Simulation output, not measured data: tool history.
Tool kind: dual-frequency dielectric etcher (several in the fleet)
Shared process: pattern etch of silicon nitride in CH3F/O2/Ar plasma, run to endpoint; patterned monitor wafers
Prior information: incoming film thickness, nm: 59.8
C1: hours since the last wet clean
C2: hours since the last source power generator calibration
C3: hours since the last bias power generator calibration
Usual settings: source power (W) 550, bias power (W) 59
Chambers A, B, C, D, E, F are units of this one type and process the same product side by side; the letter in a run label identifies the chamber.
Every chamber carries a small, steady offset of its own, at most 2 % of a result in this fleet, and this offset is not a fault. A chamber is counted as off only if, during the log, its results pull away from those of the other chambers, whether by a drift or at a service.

Run 1E, day 0.408: usual settings; C1 24.6; C2 1597.9; C3 3602.5. Result: endpoint time (s) 81.804.
Run 2D, day 0.833: usual settings; C1 267.9; C2 1248.1; C3 1908.3. Result: endpoint time (s) 81.954.
Run 3B, day 1.154: usual settings; C1 82.9; C2 3131.4; C3 1426. Result: endpoint time (s) 82.001.
Run 4F, day 1.65: usual settings; C1 416.3; C2 2268.7; C3 317. Result: endpoint time (s) 81.957.
Run 5A, day 2.071: usual settings; C1 96.1; C2 1044.5; C3 1389.1. Result: endpoint time (s) 83.201.
Run 6C, day 2.496: usual settings but source power (W) 630, bias power (W) 68; C1 415.5; C2 1246.8; C3 2230.4. Result: endpoint time (s) 74.921.
At day 2.583: chamber D: bias power generator calibrated.
Run 7B, day 2.804: usual settings but source power (W) 630, bias power (W) 68; C1 122.5; C2 3171; C3 1465.6. Result: endpoint time (s) 74.083.
Run 8E, day 3.204: usual settings but source power (W) 630, bias power (W) 68; C1 91.7; C2 1665; C3 3669.6. Result: endpoint time (s) 74.454.
Run 9C, day 3.6: usual settings but source power (W) 630, bias power (W) 68; C1 442; C2 1273.3; C3 2256.9. Result: endpoint time (s) 74.948.
Run 10F, day 3.879: usual settings but source power (W) 630, bias power (W) 68; C1 469.8; C2 2322.2; C3 370.5. Result: endpoint time (s) 73.987.
Run 11D, day 4.292: usual settings but source power (W) 630, bias power (W) 68; C1 350.9; C2 1331.1; C3 41. Result: endpoint time (s) 73.714.
Run 12A, day 4.712: usual settings; C1 159.5; C2 1107.9; C3 1452.5. Result: endpoint time (s) 83.081.
Run 13C, day 5.033: usual settings; C1 476.4; C2 1307.7; C3 2291.3. Result: endpoint time (s) 83.038.
Run 14F, day 5.321: usual settings; C1 504.4; C2 2356.8; C3 405.1. Result: endpoint time (s) 81.736.
Run 15A, day 5.596: usual settings but source power (W) 660, bias power (W) 45; C1 180.7; C2 1129.1; C3 1473.7. Result: endpoint time (s) 83.92.
At day 5.642: chamber E: source power generator calibrated.
At day 5.708: chamber C: wet clean of the chamber.
Run 16D, day 6.025: usual settings but source power (W) 660, bias power (W) 45; C1 392.5; C2 1372.7; C3 82.6. Result: endpoint time (s) 82.566.
Run 17B, day 6.533: usual settings but source power (W) 660, bias power (W) 45; C1 212; C2 3260.5; C3 1555.1. Result: endpoint time (s) 82.468.
At day 6.567: chamber F: wet clean of the chamber.
Run 18E, day 6.838: usual settings but source power (W) 660, bias power (W) 45; C1 178.9; C2 28.7; C3 3756.8. Result: endpoint time (s) 82.824.
Run 19B, day 7.175: usual settings but source power (W) 660, bias power (W) 45; C1 227.4; C2 3275.9; C3 1570.5. Result: endpoint time (s) 82.609.
Run 20A, day 7.683: usual settings but source power (W) 660, bias power (W) 45; C1 230.8; C2 1179.2; C3 1523.8. Result: endpoint time (s) 83.816.
Run 21F, day 8.079: usual settings; C1 36.4; C2 2423; C3 471.3. Result: endpoint time (s) 81.942.
Run 22E, day 8.475: usual settings; C1 218.2; C2 68; C3 3796.1. Result: endpoint time (s) 82.065.
Run 23D, day 8.925: usual settings; C1 462.1; C2 1442.3; C3 152.2. Result: endpoint time (s) 81.551.
Run 24C, day 9.175: usual settings; C1 83.2; C2 1407.1; C3 2390.7. Result: endpoint time (s) 82.194.
Run 25A, day 9.7: usual settings but source power (W) 480, bias power (W) 53; C1 279.2; C2 1227.6; C3 1572.2. Result: endpoint time (s) 91.322.
Run 26F, day 9.967: usual settings but source power (W) 480, bias power (W) 53; C1 81.7; C2 2468.3; C3 516.6. Result: endpoint time (s) 89.159.
Run 27E, day 10.367: usual settings but source power (W) 480, bias power (W) 53; C1 263.6; C2 113.4; C3 3841.5. Result: endpoint time (s) 89.463.
Run 28B, day 10.817: usual settings but source power (W) 480, bias power (W) 53; C1 314.8; C2 3363.3; C3 1657.9. Result: endpoint time (s) 89.281.
Run 29D, day 11.183: usual settings but source power (W) 480, bias power (W) 53; C1 516.3; C2 1496.5; C3 206.4. Result: endpoint time (s) 89.116.
Run 30C, day 11.742: usual settings but source power (W) 480, bias power (W) 53; C1 144.8; C2 1468.7; C3 2452.3. Result: endpoint time (s) 90.168.
Run 31F, day 12.179: usual settings; C1 134.8; C2 2521.4; C3 569.7. Result: endpoint time (s) 81.804.
Run 32B, day 12.492: usual settings; C1 355; C2 3403.5; C3 1698.1. Result: endpoint time (s) 81.766.
Run 33A, day 12.958: usual settings; C1 357.4; C2 1305.8; C3 1650.4. Result: endpoint time (s) 83.024.
Run 34E, day 13.425: usual settings; C1 337; C2 186.8; C3 3914.9. Result: endpoint time (s) 81.732.
At day 13.867: chamber D: wet clean of the chamber.
Run 35D, day 13.917: usual settings; C1 1.3; C2 1562.1; C3 272. Result: endpoint time (s) 81.259.
Run 36C, day 14.208: usual settings; C1 204; C2 1527.9; C3 2511.5. Result: endpoint time (s) 82.227.
Run 37C, day 14.754: usual settings; C1 217.1; C2 1541; C3 2524.6. Result: endpoint time (s) 83.1.
Run 38B, day 15.225: usual settings but source power (W) 640, bias power (W) 67; C1 420.6; C2 3469.1; C3 1763.7. Result: endpoint time (s) 74.179.
At day 15.238: chamber A: wet clean of the chamber.
Run 39A, day 15.512: usual settings but source power (W) 640, bias power (W) 67; C1 6.6; C2 1367.1; C3 1711.7. Result: endpoint time (s) 75.033.

Next, all 6 chambers run the settings below, one line each with question marks for the results. What does each chamber give?
Run 40A, day 15.925: usual settings but bias power (W) 72. Result: endpoint time (s) ?.
Run 40B, day 15.925: usual settings but bias power (W) 72. Result: endpoint time (s) ?.
Run 40C, day 15.925: usual settings but bias power (W) 72. Result: endpoint time (s) ?.
Run 40D, day 15.925: usual settings but bias power (W) 72. Result: endpoint time (s) ?.
Run 40E, day 15.925: usual settings but bias power (W) 72. Result: endpoint time (s) ?.
Run 40F, day 15.925: usual settings but bias power (W) 72. Result: endpoint time (s) ?.

run  endpoint time (s)
40A             77.699
40B              77.01
40C             77.622
40D             76.628
40E             77.146
40F              76.23
